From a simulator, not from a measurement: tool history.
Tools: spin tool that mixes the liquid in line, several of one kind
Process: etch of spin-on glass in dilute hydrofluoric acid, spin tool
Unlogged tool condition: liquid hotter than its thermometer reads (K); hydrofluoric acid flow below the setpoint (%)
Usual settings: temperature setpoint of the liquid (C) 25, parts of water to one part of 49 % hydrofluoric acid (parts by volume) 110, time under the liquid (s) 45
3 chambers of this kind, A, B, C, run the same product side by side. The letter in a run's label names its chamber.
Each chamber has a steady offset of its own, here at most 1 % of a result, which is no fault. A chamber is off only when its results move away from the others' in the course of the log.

run,hour,temperature setpoint of the liquid (C),parts of water to one part of 49 % hydrofluoric acid (parts by volume),time under the liquid (s),hours since the thermometer was replaced,hours since the hydrofluoric acid flow meter was replaced,"read-back film thickness of the spin-on glass reference wafer, read on the same gauge (nm)",thickness taken off the spin-on glass on a monitor wafer (angstrom)
1C,6.7,25,110,45,180,1792.3,49.993,148.81
2A,12.4,25,110,45,778.1,470,50.009,152.57
3B,17.8,25,110,45,1564.3,1267,49.971,152.45
4C,21.2,25,110,45,194.5,1806.8,50.035,151.05
5B,26.4,21,110,45,1572.9,1275.6,49.976,128.8
6A,32.4,21,110,45,798.1,490,49.991,128.83
7B,38.5,21,110,45,1585,1287.7,49.966,129.4
8C,42.7,25,110,45,216,1828.3,50.009,150.18
9A,46.4,25,110,45,812.1,504,49.949,149.81
10C,53.5,25,110,45,226.8,1839.1,50.023,150.71
11A,58.9,25,110,45,824.6,516.5,49.979,153.91
12B,64.4,25,110,45,1610.9,1313.6,50.018,147.79
13C,69.8,25,110,45,243.1,1855.4,50.003,151.5
14A,74.3,25,110,45,840,531.9,49.983,154.05
# hour 78.3: chamber A: hydrofluoric acid flow meter replaced
15B,82,25,110,45,1628.5,1331.2,50.019,147.07
16A,85.8,25,110,45,851.5,7.6,49.999,152.02
17B,92.6,25,110,45,1639.1,1341.8,49.972,146.71
18C,99.7,22,110,35,273,1885.3,50.006,104.48
19B,103.6,22,110,35,1650.1,1352.8,49.997,101.06
20A,107.4,22,110,35,873.1,29.2,50.002,106.45
21C,112.1,28.5,110,45,285.4,1897.7,50.035,170.05
22B,116.4,28.5,110,45,1662.9,1365.6,50.027,164.28
23C,124,28.5,110,45,297.3,1909.6,50.007,171.17

All 3 chambers run these settings next. Forecast each chamber's results:
24A,129.6,25,110,45,,,,?
24B,129.6,25,110,45,,,,?
24C,129.6,25,110,45,,,,?

run,thickness taken off the spin-on glass on a monitor wafer (angstrom)
24A,151.6
24B,142.07
24C,149.18
